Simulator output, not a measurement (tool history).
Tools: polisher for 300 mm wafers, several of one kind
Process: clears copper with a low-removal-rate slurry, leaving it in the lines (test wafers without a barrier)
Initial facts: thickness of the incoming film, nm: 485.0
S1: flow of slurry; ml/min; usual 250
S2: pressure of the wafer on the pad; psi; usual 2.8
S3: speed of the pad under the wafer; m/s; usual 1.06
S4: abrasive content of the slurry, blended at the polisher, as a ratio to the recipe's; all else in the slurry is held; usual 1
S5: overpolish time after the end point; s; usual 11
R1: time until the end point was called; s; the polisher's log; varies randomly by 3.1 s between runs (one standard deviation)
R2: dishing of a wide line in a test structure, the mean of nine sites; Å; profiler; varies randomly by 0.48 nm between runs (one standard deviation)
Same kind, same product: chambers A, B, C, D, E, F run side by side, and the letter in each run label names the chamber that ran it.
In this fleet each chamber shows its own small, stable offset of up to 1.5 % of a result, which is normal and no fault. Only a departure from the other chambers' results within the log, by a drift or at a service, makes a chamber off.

At hour 4.8: chamber A: worn pad replaced by a new one.
At hour 7.6: chamber B: worn pad replaced by a new one.
Run 1E, hour 12.2: usual settings. Result: R1 170.31 s, R2 210.57 Å.
At hour 18: chamber B: head pressure recalibrated.
Run 2A, hour 18: usual settings. Result: R1 164.81 s, R2 214.88 Å.
At hour 20.3: chamber C: slurry blender recalibrated.
Run 3C, hour 27.9: usual settings. Result: R1 165.5 s, R2 219.2 Å.
Run 4F, hour 34.5: usual settings. Result: R1 170.69 s, R2 216.7 Å.
At hour 39.2: chamber C: head pressure recalibrated.
Run 5B, hour 41.4: usual settings but S2 1.9 psi, S3 0.9 m/s. Result: R1 286.05 s, R2 133.89 Å.
Run 6D, hour 52.9: usual settings but S2 1.9 psi, S3 0.9 m/s. Result: R1 292.16 s, R2 135.98 Å.
Run 7D, hour 62.7: usual settings but S2 1.9 psi, S3 0.9 m/s. Result: R1 299.55 s, R2 133.85 Å.
At hour 64.1: chamber A: slurry blender recalibrated.
At hour 70.8: chamber E: worn pad replaced by a new one.
Run 8E, hour 75.2: usual settings but S2 1.9 psi, S3 0.9 m/s. Result: R1 284.2 s, R2 129.35 Å.
At hour 82: chamber C: worn pad replaced by a new one.
Run 9B, hour 87.3: usual settings but S2 1.9 psi, S3 0.9 m/s. Result: R1 282.12 s, R2 130.96 Å.
At hour 90.7: chamber B: worn pad replaced by a new one.
At hour 94.1: chamber D: worn pad replaced by a new one.
At hour 95.4: chamber E: slurry nozzle cleaned.
Run 10F, hour 96.5: usual settings but S2 1.9 psi, S3 0.9 m/s. Result: R1 295.6 s, R2 130.97 Å.
Run 11C, hour 103.8: usual settings. Result: R1 164.37 s, R2 216.16 Å.
At hour 107: chamber D: head pressure recalibrated.
Run 12A, hour 110.7: usual settings. Result: R1 175.37 s, R2 222.03 Å.
Run 13B, hour 117.8: usual settings. Result: R1 170.89 s, R2 214.93 Å.
Run 14F, hour 124.3: usual settings. Result: R1 170.36 s, R2 209.51 Å.
Run 15C, hour 132.9: usual settings. Result: R1 167.11 s, R2 219.82 Å.
Run 16D, hour 142.4: usual settings. Result: R1 163.02 s, R2 228.67 Å.
Run 17E, hour 153.3: usual settings. Result: R1 172.8 s, R2 207.53 Å.
At hour 158.2: chamber C: worn pad replaced by a new one.
At hour 166.3: chamber A: worn pad replaced by a new one.
Run 18A, hour 166.7: usual settings. Result: R1 170.37 s, R2 217.11 Å.
At hour 169.9: chamber C: slurry blender recalibrated.
Run 19E, hour 173.2: usual settings. Result: R1 178.4 s, R2 207.86 Å.
At hour 174.1: chamber B: worn pad replaced by a new one.
At hour 181.7: chamber B: slurry nozzle cleaned.
Run 20B, hour 185.6: usual settings but S5 17 s. Result: R1 168.7 s, R2 309.25 Å.
At hour 188.2: chamber D: slurry blender recalibrated.
At hour 189.2: chamber F: worn pad replaced by a new one.
At hour 192.6: chamber E: worn pad replaced by a new one.
Run 21F, hour 194.4: usual settings but S5 17 s. Result: R1 173.23 s, R2 308.69 Å.
At hour 197.1: chamber A: slurry nozzle cleaned.
Run 22D, hour 202.3: usual settings but S5 17 s. Result: R1 169.62 s, R2 311.08 Å.
Run 23A, hour 213.4: usual settings but S5 17 s. Result: R1 166.75 s, R2 299.48 Å.
Run 24C, hour 223.8: usual settings but S5 17 s. Result: R1 161.18 s, R2 310.46 Å.
At hour 230.5: chamber C: worn pad replaced by a new one.
Run 25B, hour 231: usual settings but S5 17 s. Result: R1 172.76 s, R2 311.86 Å.
At hour 237.2: chamber B: slurry blender recalibrated.
At hour 238.2: chamber E: slurry blender recalibrated.
Run 26F, hour 241.5: usual settings. Result: R1 168.72 s, R2 212.65 Å.
At hour 242.4: chamber B: worn pad replaced by a new one.
Run 27A, hour 251.5: usual settings. Result: R1 172.62 s, R2 214.65 Å.
Run 28D, hour 260: usual settings. Result: R1 165.45 s, R2 219.76 Å.
At hour 269.1: chamber D: worn pad replaced by a new one.
Run 29E, hour 273.2: usual settings. Result: R1 186.99 s, R2 200.34 Å.
At hour 285.6: chamber E: slurry nozzle cleaned.
Run 30C, hour 286.3: usual settings but S3 0.9 m/s. Result: R1 191.61 s, R2 188.59 Å.
Run 31C, hour 295.1: usual settings but S3 0.9 m/s. Result: R1 192.18 s, R2 179.98 Å.
At hour 300.7: chamber E: worn pad replaced by a new one.
Run 32E, hour 306.7: usual settings but S3 0.9 m/s. Result: R1 210.77 s, R2 178.73 Å.
At hour 311: chamber C: worn pad replaced by a new one.
At hour 311.9: chamber C: slurry blender recalibrated.
Run 33F, hour 315.4: usual settings but S3 0.9 m/s. Result: R1 193.92 s, R2 187.05 Å.
At hour 315.5: chamber B: worn pad replaced by a new one.
At hour 319.4: chamber F: head pressure recalibrated.
Run 34D, hour 324.2: usual settings but S3 0.9 m/s. Result: R1 193.72 s, R2 195.05 Å.
At hour 325: chamber A: worn pad replaced by a new one.
At hour 325.4: chamber A: head pressure recalibrated.
Run 35A, hour 332.7: usual settings but S3 0.9 m/s. Result: R1 198.18 s, R2 196.05 Å.
At hour 339.1: chamber F: slurry blender recalibrated.
Run 36B, hour 339.5: usual settings but S2 3.1 psi. Result: R1 154.53 s, R2 236.56 Å.
Run 37F, hour 347: usual settings but S2 3.1 psi. Result: R1 159.8 s, R2 236.98 Å.
Run 38E, hour 357: usual settings but S2 3.1 psi. Result: R1 172.02 s, R2 210.11 Å.
Run 39D, hour 364.9: usual settings but S2 3.1 psi. Result: R1 150.62 s, R2 232.42 Å.
Run 40C, hour 377.8: usual settings but S2 3.1 psi. Result: R1 150.71 s, R2 239.28 Å.

One chamber off, gauge drift, or nothing amiss beyond the chambers' own small offsets? If it is a chamber, which one, and what is the likeliest cause?

It is chamber E that slowly wanders off from its peers.
Likeliest cause: head's pressure below its setpoint, % = 12.2.

Chamber E could run next with any of the 4 candidate recipes listed below; each alters the usual settings, and their results appear as question marks. Which one brings its results back in line with what the other chambers deliver on the usual settings?
Counts as in line when no further than this from what the other chambers average on the usual settings: R1 11 s; R2 17 Å
Run 41E-1, hour 387.3: usual settings but S2 2.6 psi, S3 0.98 m/s. Result: R1 ?, R2 ?.
Run 41E-2, hour 387.3: usual settings but S1 255 ml/min, S2 3.2 psi, S3 1.2 m/s. Result: R1 ?, R2 ?.
Run 41E-3, hour 387.3: usual settings but S1 245 ml/min, S2 2.5 psi, S3 0.92 m/s. Result: R1 ?, R2 ?.
Run 41E-4, hour 387.3: usual settings but S2 3 psi, S3 1.14 m/s. Result: R1 ?, R2 ?.

On the usual settings, the other chambers give on average: R1 167.26 s; R2 216.46 Å
  run      R1      R2
41E-1  226.86  166.08
41E-2  150.57  237.28
41E-3  251.77  151.34
41E-4   169.3  214.64
41E-4 is the one that brings the chamber's results back in line with the other chambers.

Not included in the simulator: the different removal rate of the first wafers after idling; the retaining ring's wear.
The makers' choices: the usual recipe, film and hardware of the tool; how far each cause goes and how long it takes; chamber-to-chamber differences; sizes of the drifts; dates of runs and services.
